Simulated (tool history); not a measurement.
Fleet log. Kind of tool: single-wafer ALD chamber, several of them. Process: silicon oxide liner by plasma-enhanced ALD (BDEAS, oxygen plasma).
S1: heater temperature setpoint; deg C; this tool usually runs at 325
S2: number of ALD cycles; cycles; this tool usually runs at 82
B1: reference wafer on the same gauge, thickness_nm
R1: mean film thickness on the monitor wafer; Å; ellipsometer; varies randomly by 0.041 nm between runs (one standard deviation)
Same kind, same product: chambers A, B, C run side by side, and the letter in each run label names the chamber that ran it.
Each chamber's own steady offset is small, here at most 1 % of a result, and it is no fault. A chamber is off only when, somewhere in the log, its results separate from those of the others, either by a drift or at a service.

{"run": "1A", "hour": 11.6, "S1": 325, "S2": 82, "B1": 7.0298, "R1": 74.45}
{"run": "2B", "hour": 24.9, "S1": 325, "S2": 82, "B1": 7.0371, "R1": 73.899}
{"run": "3C", "hour": 33.3, "S1": 325, "S2": 82, "B1": 7.0357, "R1": 73.921}
{"run": "4C", "hour": 45.7, "S1": 325, "S2": 82, "B1": 7.0278, "R1": 73.553}
{"run": "5B", "hour": 55.4, "S1": 325, "S2": 82, "B1": 7.0238, "R1": 72.912}
{"run": "6A", "hour": 64.5, "S1": 325, "S2": 82, "B1": 7.0284, "R1": 74.199}
{"run": "7C", "hour": 71.1, "S1": 325, "S2": 82, "B1": 7.0342, "R1": 73.03}
{"run": "8A", "hour": 78.5, "S1": 325, "S2": 82, "B1": 7.0335, "R1": 74.381}
{"run": "9B", "hour": 87.9, "S1": 325, "S2": 82, "B1": 7.0318, "R1": 73.498}
{"run": "10B", "hour": 97.5, "S1": 325, "S2": 82, "B1": 7.0285, "R1": 73.054}
{"run": "11A", "hour": 110.8, "S1": 315, "S2": 97, "B1": 7.024, "R1": 88.562}
{"run": "12C", "hour": 122.8, "S1": 315, "S2": 97, "B1": 7.0409, "R1": 88.595}
{"run": "13A", "hour": 130.3, "S1": 315, "S2": 97, "B1": 7.0315, "R1": 88.218}
{"run": "14B", "hour": 137.0, "S1": 325, "S2": 82, "B1": 7.0279, "R1": 72.893}
{"run": "15C", "hour": 144.9, "S1": 325, "S2": 82, "B1": 7.0287, "R1": 73.083}
{"run": "16A", "hour": 151.4, "S1": 325, "S2": 82, "B1": 7.0352, "R1": 73.718}
{"run": "17B", "hour": 163.9, "S1": 325, "S2": 82, "B1": 7.0238, "R1": 73.208}
{"run": "18C", "hour": 173.6, "S1": 325, "S2": 82, "B1": 7.0298, "R1": 73.481}
{"run": "19C", "hour": 181.7, "S1": 325, "S2": 82, "B1": 7.0385, "R1": 73.764}
{"run": "20B", "hour": 192.7, "S1": 325, "S2": 82, "B1": 7.0226, "R1": 73.651}
{"run": "21A", "hour": 207.0, "S1": 325, "S2": 82, "B1": 7.0353, "R1": 73.945}
{"run": "22B", "hour": 214.5, "S1": 325, "S2": 82, "B1": 7.0368, "R1": 73.752}
{"run": "23A", "hour": 223.6, "S1": 325, "S2": 88, "B1": 7.0357, "R1": 79.262}
{"run": "24C", "hour": 237.4, "S1": 325, "S2": 88, "B1": 7.0299, "R1": 78.728}
{"run": "25B", "hour": 247.8, "S1": 325, "S2": 88, "B1": 7.0336, "R1": 78.924}
{"run": "26C", "hour": 259.2, "S1": 325, "S2": 82, "B1": 7.025, "R1": 72.848}
{"run": "27A", "hour": 267.2, "S1": 325, "S2": 82, "B1": 7.0201, "R1": 73.905}
{"run": "28B", "hour": 274.6, "S1": 325, "S2": 82, "B1": 7.034, "R1": 72.706}
{"run": "29C", "hour": 282.9, "S1": 325, "S2": 82, "B1": 7.0247, "R1": 73.651}
{"run": "30A", "hour": 296.4, "S1": 325, "S2": 72, "B1": 7.0306, "R1": 64.765}
{"run": "31A", "hour": 309.1, "S1": 325, "S2": 72, "B1": 7.0391, "R1": 65.296}
{"run": "32B", "hour": 321.0, "S1": 325, "S2": 72, "B1": 7.042, "R1": 64.606}
{"run": "33C", "hour": 329.4, "S1": 325, "S2": 82, "B1": 7.03, "R1": 73.103}
{"run": "34A", "hour": 343.2, "S1": 325, "S2": 82, "B1": 7.0334, "R1": 73.944}
{"run": "35B", "hour": 353.8, "S1": 320, "S2": 82, "B1": 7.0357, "R1": 73.824}

For the next run the whole fleet of 3 chambers uses the same settings. Give each chamber's results:
{"run": "36A", "hour": 364.2, "S1": 316, "S2": 82, "R1": "?"}
{"run": "36B", "hour": 364.2, "S1": 316, "S2": 82, "R1": "?"}
{"run": "36C", "hour": 364.2, "S1": 316, "S2": 82, "R1": "?"}

run=36A R1=75.331
run=36B R1=74.509
run=36C R1=74.665
